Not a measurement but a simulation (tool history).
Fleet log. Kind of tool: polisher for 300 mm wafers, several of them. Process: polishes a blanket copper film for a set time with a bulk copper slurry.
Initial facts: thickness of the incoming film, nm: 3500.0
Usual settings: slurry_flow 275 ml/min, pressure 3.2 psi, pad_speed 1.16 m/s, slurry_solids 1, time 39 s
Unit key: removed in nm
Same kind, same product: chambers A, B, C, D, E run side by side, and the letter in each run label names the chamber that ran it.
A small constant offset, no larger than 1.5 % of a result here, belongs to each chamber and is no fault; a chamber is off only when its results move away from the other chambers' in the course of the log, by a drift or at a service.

run	day	slurry_flow	pressure	pad_speed	slurry_solids	time	wafers polished on this pad	hours since the slurry nozzle was cleaned	hours since the head pressure was calibrated	hours since the slurry blender was calibrated	removed
1A	0.517	275	3.2	1.16	1	39	470	120	169.7	244	473.98
# day 0.629: chamber E: slurry nozzle cleaned
2B	0.825	275	3.2	1.16	1	39	892	227.1	619.6	187.3	469.86
3C	1.183	275	3.2	1.16	1	39	257	502.4	475.8	88.3	477.17
4D	1.475	275	3.2	1.16	1	39	482	334.7	500.6	128.2	487.84
# day 1.767: chamber B: worn pad replaced by a new one
5E	2	275	2.1	1.16	1	39	660	33	1026.7	134.6	311.74
# day 2.021: chamber B: slurry nozzle cleaned
# day 2.192: chamber E: worn pad replaced by a new one
6C	2.342	275	2.1	1.16	1	39	469	530.2	503.6	116.1	318.59
# day 2.404: chamber A: worn pad replaced by a new one
7B	2.612	275	2.1	1.16	1	39	154	14.3	662.5	230.2	312.52
# day 3.096: chamber E: slurry blender recalibrated
8A	3.183	275	2.1	1.16	1	39	142	184	233.7	308	307.04
9D	3.488	275	2.1	1.16	1	39	849	383	548.9	176.5	312.23
10E	3.842	275	3.2	1.16	1	39	301	77.2	1070.9	18	471.92
# day 4.025: chamber A: slurry blender recalibrated
11B	4.142	275	3.2	1.16	1	39	433	51	699.2	266.9	469.74
12C	4.654	275	3.2	1.34	0.75	39	891	585.7	559.1	171.6	523.46
13A	5.05	275	3.2	1.34	0.75	39	482	228.8	278.5	24.7	517.75
14E	5.392	275	3.2	1.34	0.75	39	584	114.4	1108.1	55.2	514.21
15D	5.654	275	3.2	1.34	0.75	39	1244	435	600.9	228.5	522.71
# day 5.875: chamber E: worn pad replaced by a new one
# day 5.979: chamber B: head pressure recalibrated
# day 6.021: chamber A: worn pad replaced by a new one
16C	6.038	275	3.2	1.34	0.75	39	1143	618.9	592.3	204.8	518.22
17D	6.292	275	3.2	1.16	1	39	1360	450.3	616.2	243.8	483.58
# day 6.312: chamber D: worn pad replaced by a new one
18E	6.625	275	3.2	1.16	1	39	137	144	1137.7	84.8	468.38
19A	7.2	275	3.2	1.16	1	39	215	280.4	330.1	76.3	469.11
20B	7.533	275	3.2	1.16	1	39	1052	132.4	37.3	348.3	464.69
# day 7.55: chamber B: worn pad replaced by a new one
21B	7.85	275	3.2	1.16	1	39	55	140	44.9	355.9	461.17
22E	8.321	275	3.2	1.16	1	39	446	184.7	1178.4	125.5	476.35
# day 8.433: chamber C: worn pad replaced by a new one
23A	8.75	275	3.2	1.16	1	39	498	317.6	367.3	113.5	464.07
# day 9.012: chamber E: worn pad replaced by a new one
# day 9.062: chamber B: slurry blender recalibrated
24C	9.158	275	3.2	1.16	1	39	132	693.8	667.2	279.7	487.89
25D	9.554	275	3.2	1.16	1	39	591	528.6	694.5	322.1	480.76
# day 9.592: chamber E: slurry blender recalibrated
# day 9.596: chamber A: worn pad replaced by a new one
26D	10.133	275	2.5	1.16	1	39	697	542.5	708.4	336	373.14
27A	10.45	275	2.5	1.16	1	39	155	358.4	408.1	154.3	359.41
# day 10.562: chamber D: slurry blender recalibrated
28E	10.75	275	2.5	1.16	1	39	317	243	1236.7	27.8	375.4
# day 10.996: chamber D: slurry nozzle cleaned
29C	11.246	275	2.5	1.16	1	39	513	743.9	717.3	329.8	378.88
# day 11.329: chamber C: slurry nozzle cleaned
30B	11.725	275	2.5	1.16	1	39	762	233	137.9	64	362.26
# day 11.892: chamber C: slurry blender recalibrated
31E	12.221	275	3.2	1.16	1	39	585	278.3	1272	63.1	481.43
# day 12.583: chamber E: worn pad replaced by a new one
32A	12.583	275	3.2	1.16	1	39	545	409.6	459.3	205.5	459.25
# day 12.717: chamber D: worn pad replaced by a new one
33B	12.888	275	3.2	1.16	1	39	974	260.9	165.8	91.9	466.37
# day 12.988: chamber B: slurry nozzle cleaned
34C	13.146	275	3.2	1.16	1	39	860	43.7	762.9	30.2	484.43
35D	13.621	275	3.2	1.16	1	39	165	63.1	792.1	73.5	478.06
# day 13.758: chamber A: worn pad replaced by a new one
36B	14.075	275	3.2	1.16	1	39	1190	26.1	194.3	120.4	461.95
# day 14.158: chamber B: worn pad replaced by a new one
37E	14.358	275	3.2	1.16	1	39	324	329.6	1323.3	114.4	469.27
38D	14.904	275	3.2	1.16	1	39	399	93.9	822.9	104.3	480.68
39C	15.233	275	3.2	1.16	1	39	1240	93.8	813	80.3	485.36
# day 15.275: chamber C: worn pad replaced by a new one
40A	15.608	275	3.2	1.16	1	39	337	482.2	531.9	278.1	452.33
41D	15.917	275	3.2	1.16	1	39	584	118.2	847.2	128.6	478.57
42B	16.329	275	3.2	1.16	1	39	396	80.2	248.4	174.5	469.31
43C	16.912	275	3.2	1.38	1	34	299	134.1	853.3	120.6	499.6
44A	17.446	275	3.2	1.38	1	34	672	526.3	576	322.2	457.92

Decide between three cases: one chamber stands off from its peers, the gauge reading all wafers drifts, or nothing is wrong past each chamber's small offset. Where a chamber is off, say which and what most likely put it there.

Little by little, chamber A moves away from the other chambers.
Most likely cause: slurry flow missing at the pad, % = 41.4.
From this log alone, it may not be told apart from: head's pressure below its setpoint, %; abrasive missing from the slurry, %.

Here are 4 candidates for chamber A's next run, each the usual settings with a change, their results left as question marks. Which one brings its results back in line with what the others give on the usual settings?
To be in line, a result may differ from the other chambers' mean on the usual settings by at most: removed 13 nm
45A-1	17.862	275	3.2	1.16	1	42					?
45A-2	17.862	275	3.2	1.16	1	36					?
45A-3	17.862	275	3.2	1.18	1	39					?
45A-4	17.862	275	3.2	1.16	1	38					?

On the usual settings, the other chambers give on average: removed 475.93 nm
run	removed
45A-1	477.45
45A-2	409.24
45A-3	451
45A-4	431.98
45A-1 brings the chamber back in line.

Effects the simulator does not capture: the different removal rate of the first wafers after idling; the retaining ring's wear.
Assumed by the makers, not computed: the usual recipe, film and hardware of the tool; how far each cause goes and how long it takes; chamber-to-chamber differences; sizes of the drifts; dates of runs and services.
